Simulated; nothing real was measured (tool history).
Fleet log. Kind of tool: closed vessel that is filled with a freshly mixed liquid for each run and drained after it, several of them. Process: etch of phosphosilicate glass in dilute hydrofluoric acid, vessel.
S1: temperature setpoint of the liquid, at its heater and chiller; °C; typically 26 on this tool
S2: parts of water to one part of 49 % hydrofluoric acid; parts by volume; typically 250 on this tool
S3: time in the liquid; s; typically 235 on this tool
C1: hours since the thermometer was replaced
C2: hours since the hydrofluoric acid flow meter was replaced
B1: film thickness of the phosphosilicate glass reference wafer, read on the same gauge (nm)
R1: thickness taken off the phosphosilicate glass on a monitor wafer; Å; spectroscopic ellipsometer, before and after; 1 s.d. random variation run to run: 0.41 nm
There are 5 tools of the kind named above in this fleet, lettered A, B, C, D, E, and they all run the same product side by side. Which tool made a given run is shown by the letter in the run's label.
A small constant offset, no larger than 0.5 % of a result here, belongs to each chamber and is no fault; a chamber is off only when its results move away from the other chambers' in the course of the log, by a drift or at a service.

run 1A day=0.604 | S1=26 S2=250 S3=235 | C1=649.6 C2=2019.7 | B1=99.996 | R1=507.33
run 2B day=0.992 | S1=26 S2=250 S3=235 | C1=674.7 C2=1220.0 | B1=99.991 | R1=515.03
run 3E day=1.600 | S1=26 S2=250 S3=235 | C1=251.2 C2=449.4 | B1=100.030 | R1=513.47
run 4C day=2.221 | S1=26 S2=250 S3=235 | C1=644.0 C2=725.8 | B1=100.040 | R1=507.96
run 5D day=2.821 | S1=26 S2=250 S3=235 | C1=1482.1 C2=385.2 | B1=100.010 | R1=512.42
run 6B day=3.354 | S1=26 S2=250 S3=235 | C1=731.4 C2=1276.7 | B1=99.982 | R1=510.08
run 7C day=3.738 | S1=26 S2=250 S3=235 | C1=680.4 C2=762.2 | B1=100.000 | R1=522.06
run 8E day=4.275 | S1=26 S2=250 S3=235 | C1=315.4 C2=513.6 | B1=99.996 | R1=500.78
run 9D day=4.796 | S1=26 S2=250 S3=235 | C1=1529.5 C2=432.6 | B1=99.976 | R1=512.79
run 10A day=5.158 | S1=26 S2=250 S3=235 | C1=758.9 C2=2129.0 | B1=100.010 | R1=511.35
-- day=5.204 chamber D: thermometer replaced
run 11D day=5.721 | S1=26 S2=250 S3=235 | C1=12.4 C2=454.8 | B1=99.987 | R1=518.26
-- day=5.979 chamber D: hydrofluoric acid flow meter replaced
run 12C day=6.179 | S1=26 S2=250 S3=235 | C1=739.0 C2=820.8 | B1=100.010 | R1=507.18
run 13A day=6.662 | S1=26 S2=250 S3=235 | C1=795.0 C2=2165.1 | B1=99.997 | R1=511.22
run 14E day=7.129 | S1=26 S2=250 S3=235 | C1=383.9 C2=582.1 | B1=100.010 | R1=499.35
run 15B day=7.442 | S1=26 S2=250 S3=235 | C1=829.5 C2=1374.8 | B1=100.000 | R1=511.27
run 16A day=7.775 | S1=26 S2=250 S3=235 | C1=821.7 C2=2191.8 | B1=100.000 | R1=515.45
run 17B day=8.067 | S1=26 S2=250 S3=235 | C1=844.5 C2=1389.8 | B1=100.020 | R1=510.05
run 18E day=8.425 | S1=26 S2=250 S3=235 | C1=415.0 C2=613.2 | B1=100.010 | R1=492.20
run 19C day=8.733 | S1=26 S2=250 S3=235 | C1=800.3 C2=882.1 | B1=99.995 | R1=514.91
run 20D day=9.304 | S1=26 S2=250 S3=235 | C1=98.4 C2=79.8 | B1=99.998 | R1=513.26
run 21D day=9.779 | S1=22 S2=170 S3=235 | C1=109.8 C2=91.2 | B1=99.973 | R1=715.33
run 22C day=10.338 | S1=22 S2=170 S3=235 | C1=838.8 C2=920.6 | B1=99.994 | R1=705.42
run 23A day=10.888 | S1=22 S2=170 S3=235 | C1=896.4 C2=2266.5 | B1=99.986 | R1=714.47
run 24E day=11.279 | S1=22 S2=170 S3=235 | C1=483.5 C2=681.7 | B1=99.990 | R1=667.33
run 25B day=11.779 | S1=22 S2=170 S3=235 | C1=933.6 C2=1478.9 | B1=99.986 | R1=700.85
run 26C day=12.321 | S1=26 S2=250 S3=235 | C1=886.4 C2=968.2 | B1=100.050 | R1=509.49
run 27A day=12.958 | S1=26 S2=250 S3=235 | C1=946.1 C2=2316.2 | B1=99.993 | R1=513.86
-- day=13.308 chamber C: thermometer replaced
run 28E day=13.350 | S1=29 S2=340 S3=235 | C1=533.2 C2=731.4 | B1=99.996 | R1=345.05
run 29B day=13.975 | S1=29 S2=340 S3=235 | C1=986.3 C2=1531.6 | B1=99.993 | R1=374.93
run 30D day=14.396 | S1=29 S2=340 S3=235 | C1=220.6 C2=202.0 | B1=99.984 | R1=389.76
run 31C day=14.883 | S1=29 S2=340 S3=235 | C1=37.8 C2=1029.7 | B1=99.961 | R1=371.15
run 32B day=15.258 | S1=29 S2=340 S3=235 | C1=1017.1 C2=1562.4 | B1=100.030 | R1=379.62
run 33A day=15.862 | S1=26 S2=250 S3=235 | C1=1015.8 C2=2385.9 | B1=99.993 | R1=505.27
run 34D day=16.333 | S1=22 S2=360 S3=235 | C1=267.1 C2=248.5 | B1=100.010 | R1=283.36
run 35E day=16.946 | S1=22 S2=360 S3=235 | C1=619.5 C2=817.7 | B1=100.020 | R1=247.95
run 36A day=17.496 | S1=22 S2=360 S3=235 | C1=1055.0 C2=2425.1 | B1=100.030 | R1=279.20

Decide between three cases: one chamber stands off from its peers, the gauge reading all wafers drifts, or nothing is wrong past each chamber's small offset. Where a chamber is off, say which and what most likely put it there.

It is chamber E that slowly wanders off from its peers.
Most likely cause: hydrofluoric acid flow below the setpoint (%) = 8.58.

Below are 4 candidate recipes for chamber E's next run, each the usual settings with a change, their results shown as question marks. Which of them brings E's results back in line with what the other chambers give on the usual settings?
A result is in line if it is within this distance of the other chambers' mean on the usual settings: R1 14.00 Å
run 37E-1 day=17.954 | S1=26 S2=250 S3=220 | R1=?
run 37E-2 day=17.954 | S1=26 S2=240 S3=235 | R1=?
run 37E-3 day=17.954 | S1=26 S2=270 S3=235 | R1=?
run 37E-4 day=17.954 | S1=26 S2=250 S3=260 | R1=?

The other chambers' mean on the usual settings: R1 512.63 Å
run=37E-1 R1=433.00
run=37E-2 R1=487.72
run=37E-3 R1=418.11
run=37E-4 R1=511.73
Change 37E-4 lands the chamber within the allowed miss of the other chambers.
